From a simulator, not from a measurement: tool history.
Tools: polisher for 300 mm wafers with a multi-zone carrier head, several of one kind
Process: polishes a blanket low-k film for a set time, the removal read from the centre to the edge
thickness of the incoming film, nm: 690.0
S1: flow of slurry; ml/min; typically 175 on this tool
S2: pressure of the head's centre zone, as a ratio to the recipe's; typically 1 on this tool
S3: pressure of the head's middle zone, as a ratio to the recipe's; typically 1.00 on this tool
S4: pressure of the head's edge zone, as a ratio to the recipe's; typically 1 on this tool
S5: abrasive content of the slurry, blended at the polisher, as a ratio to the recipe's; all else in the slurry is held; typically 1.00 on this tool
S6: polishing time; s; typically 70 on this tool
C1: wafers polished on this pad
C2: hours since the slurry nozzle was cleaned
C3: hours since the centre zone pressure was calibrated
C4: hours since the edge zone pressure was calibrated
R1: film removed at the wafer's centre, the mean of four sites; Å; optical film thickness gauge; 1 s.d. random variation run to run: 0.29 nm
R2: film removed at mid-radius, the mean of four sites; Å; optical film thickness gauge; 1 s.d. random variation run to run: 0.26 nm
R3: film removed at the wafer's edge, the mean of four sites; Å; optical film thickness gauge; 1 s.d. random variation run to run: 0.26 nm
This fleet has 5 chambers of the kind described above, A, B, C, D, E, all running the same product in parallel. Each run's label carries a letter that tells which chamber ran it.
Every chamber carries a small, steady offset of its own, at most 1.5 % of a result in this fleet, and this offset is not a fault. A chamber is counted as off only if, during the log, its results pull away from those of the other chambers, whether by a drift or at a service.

run	day	S1	S2	S3	S4	S5	S6	C1	C2	C3	C4	R1	R2	R3
1E	0.150	175	1	1.00	1	1.00	70	1057	309.2	709.5	181.5	259.95	259.40	258.83
# day 0.158: chamber A: worn pad replaced by a new one
# day 0.250: chamber B: worn pad replaced by a new one
2C	0.308	175	1	1.00	1	1.00	70	865	240.8	373.4	213.5	260.35	261.76	259.22
3B	0.467	175	1	1.00	1	1.00	70	48	467.7	630.9	528.6	254.30	255.25	261.93
4A	0.575	175	1	1.00	1	1.00	70	93	21.1	428.0	278.1	257.68	260.27	256.24
# day 0.621: chamber D: worn pad replaced by a new one
5D	0.762	175	1	1.00	1	0.90	70	31	181.8	157.7	812.5	242.43	249.32	241.95
6D	0.879	175	1	1.00	1	0.90	70	57	184.6	160.5	815.3	244.60	245.30	244.49
7B	1.058	175	1	1.00	1	0.90	70	179	481.9	645.1	542.8	250.83	248.38	251.77
8E	1.212	175	1	1.00	1	0.90	70	1293	334.7	735.0	207.0	242.58	243.14	243.40
9C	1.358	175	1	1.00	1	0.90	70	1098	266.0	398.6	238.7	243.59	248.16	245.83
# day 1.408: chamber E: worn pad replaced by a new one
10A	1.467	175	1	1.00	1	1.00	70	291	42.5	449.4	299.5	256.86	261.98	256.97
11A	1.654	175	1	1.00	1	1.00	70	332	47.0	453.9	304.0	255.88	257.65	254.94
12B	1.746	175	1	1.00	1	1.00	70	332	498.4	661.6	559.3	257.91	257.69	258.72
13E	1.925	175	1	1.00	1	1.00	70	115	351.8	752.1	224.1	263.20	257.62	257.62
14D	2.121	175	1	1.00	1	1.00	70	333	214.4	190.3	845.1	254.18	261.63	254.61
15C	2.262	175	1	1.00	1	1.00	70	1299	287.7	420.3	260.4	246.78	255.48	255.79
16C	2.438	175	1	1.00	1	1.00	70	1338	291.9	424.5	264.6	244.85	253.59	251.48
17A	2.596	175	1	1.00	1	1.00	70	542	69.6	476.5	326.6	255.23	261.57	252.36
18E	2.700	175	1	1.00	1	1.00	70	287	370.4	770.7	242.7	257.83	253.23	255.11
19B	2.800	175	1	1.00	1	1.00	70	567	523.7	686.9	584.6	259.33	260.77	259.63
# day 2.850: chamber B: worn pad replaced by a new one
20D	2.900	175	1	1.00	1	1.00	70	506	233.1	209.0	863.8	260.48	265.54	254.58
21D	3.079	175	1	1.00	1	1.00	70	546	237.4	213.3	868.1	254.84	258.86	255.59
22E	3.229	175	1	1.00	1	1.00	70	405	383.1	783.4	255.4	260.41	254.91	257.88
23C	3.333	175	1	1.04	1	1.00	70	1537	313.4	446.0	286.1	245.21	257.50	251.74
24A	3.425	175	1	1.04	1	1.00	70	726	89.5	496.4	346.5	256.92	267.75	259.32
# day 3.446: chamber A: worn pad replaced by a new one
25B	3.546	175	1	1.04	1	1.00	70	155	541.6	704.8	602.5	262.49	269.28	259.96
26E	3.700	175	1	1.04	1	1.00	70	510	394.4	794.7	266.7	261.52	262.84	258.35
27B	3.871	175	1	1.04	1	1.00	70	227	549.4	712.6	610.3	259.49	267.38	259.44
# day 3.925: chamber D: edge zone pressure recalibrated
28C	4.046	175	1	1.00	1	1.00	70	1696	330.5	463.1	303.2	239.34	238.96	245.23
# day 4.125: chamber A: edge zone pressure recalibrated
29D	4.229	175	1	1.00	1	1.00	70	802	265.0	240.9	7.3	260.67	259.91	255.36
30A	4.350	205	1	1.00	1	1.15	70	201	111.7	518.6	5.5	280.49	285.28	281.44
31A	4.462	205	1	1.00	1	1.15	70	226	114.4	521.3	8.2	276.06	285.61	276.84
32B	4.567	205	1	1.00	1	1.15	70	382	566.1	729.3	627.0	280.11	282.08	281.46

All chambers now run identical settings, listed one chamber a line with results as question marks. What results will each chamber show?
33A	4.712	175	1	1.00	1	1.00	51					?	?	?
33B	4.712	175	1	1.00	1	1.00	51					?	?	?
33C	4.712	175	1	1.00	1	1.00	51					?	?	?
33D	4.712	175	1	1.00	1	1.00	51					?	?	?
33E	4.712	175	1	1.00	1	1.00	51					?	?	?

run	R1	R2	R3
33A	186.81	188.57	188.15
33B	190.75	184.48	184.76
33C	171.09	173.41	176.88
33D	188.23	191.22	186.90
33E	191.59	187.55	187.24
